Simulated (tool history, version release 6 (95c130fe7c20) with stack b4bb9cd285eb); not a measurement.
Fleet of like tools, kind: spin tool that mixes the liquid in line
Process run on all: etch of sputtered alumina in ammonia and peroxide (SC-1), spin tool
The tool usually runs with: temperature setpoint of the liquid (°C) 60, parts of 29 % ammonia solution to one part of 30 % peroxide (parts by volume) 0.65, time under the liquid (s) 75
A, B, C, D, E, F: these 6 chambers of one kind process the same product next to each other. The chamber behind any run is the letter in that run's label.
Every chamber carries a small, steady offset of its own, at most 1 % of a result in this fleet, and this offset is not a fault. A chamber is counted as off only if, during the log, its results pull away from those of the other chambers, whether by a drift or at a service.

| run | hour | temperature setpoint of the liquid (°C) | parts of 29 % ammonia solution to one part of 30 % peroxide (parts by volume) | time under the liquid (s) | read-back film thickness of the sputtered alumina reference wafer, read on the same gauge (nm) | thickness taken off the sputtered alumina on a monitor wafer (Å) |
|---|---|---|---|---|---|---|
|  | 3.1 | chamber A: heated supply line repaired |
| 1D | 7.1 | 60 | 0.65 | 75 | 89.995 | 47.861 |
| 2C | 17.3 | 60 | 0.65 | 75 | 89.991 | 47.437 |
|  | 21.4 | chamber E: new drum of ammonia solution connected |
| 3B | 23.4 | 60 | 0.65 | 75 | 90.003 | 47.009 |
| 4E | 29.6 | 60 | 0.65 | 75 | 89.992 | 48.166 |
| 5A | 36.8 | 60 | 0.65 | 75 | 89.986 | 47.769 |
|  | 40.9 | chamber B: new drum of ammonia solution connected |
| 6F | 42.7 | 60 | 0.65 | 75 | 90.011 | 47.982 |
| 7C | 51.6 | 60 | 0.65 | 75 | 90.012 | 48.059 |
| 8A | 61.9 | 60 | 0.65 | 75 | 89.983 | 47.784 |
| 9F | 67.2 | 60 | 0.65 | 75 | 90.019 | 47.8 |
| 10B | 72.9 | 60 | 0.65 | 75 | 90.005 | 47.012 |
| 11E | 78.4 | 60 | 0.75 | 75 | 90.01 | 49.165 |
| 12D | 88.6 | 60 | 0.75 | 75 | 90.007 | 47.932 |
| 13D | 98.2 | 60 | 0.75 | 75 | 90.012 | 48.106 |
| 14C | 107 | 60 | 0.75 | 75 | 90.011 | 47.799 |
| 15F | 116.2 | 60 | 0.75 | 75 | 90.001 | 48.24 |
| 16E | 122.9 | 60 | 0.75 | 75 | 90.011 | 48.926 |
| 17B | 131.7 | 64.5 | 0.65 | 75 | 90.013 | 59.098 |
| 18A | 137.6 | 64.5 | 0.65 | 75 | 90.021 | 59.679 |
|  | 142.8 | chamber D: thermometer replaced |
| 19A | 143.5 | 64.5 | 0.65 | 75 | 90.007 | 60.477 |
| 20F | 149.7 | 64.5 | 0.65 | 75 | 90.003 | 60.367 |
| 21E | 156.5 | 64.5 | 0.65 | 75 | 90.005 | 60.638 |
| 22D | 165.9 | 64.5 | 0.65 | 75 | 89.985 | 58.818 |
|  | 166.9 | chamber C: thermometer replaced |
| 23C | 174.9 | 60 | 0.65 | 75 | 90.023 | 48.021 |
| 24B | 179.8 | 60 | 0.65 | 75 | 90.002 | 47.397 |
| 25A | 186.8 | 63.5 | 0.35 | 75 | 90.029 | 53.564 |
|  | 191.6 | chamber B: thermometer replaced |
|  | 191.6 | chamber F: new drum of ammonia solution connected |
| 26B | 196.9 | 63.5 | 0.35 | 75 | 89.987 | 53.539 |
| 27E | 202.3 | 63.5 | 0.35 | 75 | 90.002 | 54.553 |
| 28F | 209 | 63.5 | 0.35 | 75 | 89.98 | 53.854 |
| 29C | 215.1 | 63.5 | 0.35 | 75 | 89.991 | 53.315 |
| 30D | 222.6 | 63.5 | 0.35 | 75 | 89.996 | 52.443 |
| 31F | 232.1 | 60 | 0.65 | 75 | 90.01 | 48.142 |
| 32B | 241.6 | 60 | 0.65 | 75 | 90.011 | 47.652 |
| 33A | 246.5 | 60 | 0.65 | 75 | 90.012 | 48.207 |
| 34D | 253.5 | 60 | 0.65 | 75 | 89.981 | 46.324 |
|  | 254.5 | chamber E: new drum of ammonia solution connected |
| 35E | 259.1 | 60 | 0.65 | 75 | 89.998 | 48.158 |
| 36C | 268 | 60 | 0.65 | 75 | 90.005 | 47.655 |
| 37A | 273.7 | 60 | 0.65 | 75 | 90.005 | 47.748 |
| 38D | 279.3 | 60 | 0.65 | 75 | 89.989 | 45.79 |
|  | 288.1 | chamber B: new drum of ammonia solution connected |
| 39B | 289 | 60 | 0.65 | 75 | 89.992 | 47.802 |

All 6 chambers run these settings next. Forecast each chamber's results:
| 40A | 296.7 | 60 | 0.4 | 75 |  | ? |
| 40B | 296.7 | 60 | 0.4 | 75 |  | ? |
| 40C | 296.7 | 60 | 0.4 | 75 |  | ? |
| 40D | 296.7 | 60 | 0.4 | 75 |  | ? |
| 40E | 296.7 | 60 | 0.4 | 75 |  | ? |
| 40F | 296.7 | 60 | 0.4 | 75 |  | ? |

| run | thickness taken off the sputtered alumina on a monitor wafer (Å) |
|---|---|
| 40A | 45.654 |
| 40B | 45.967 |
| 40C | 45.077 |
| 40D | 43.363 |
| 40E | 46.137 |
| 40F | 45.665 |
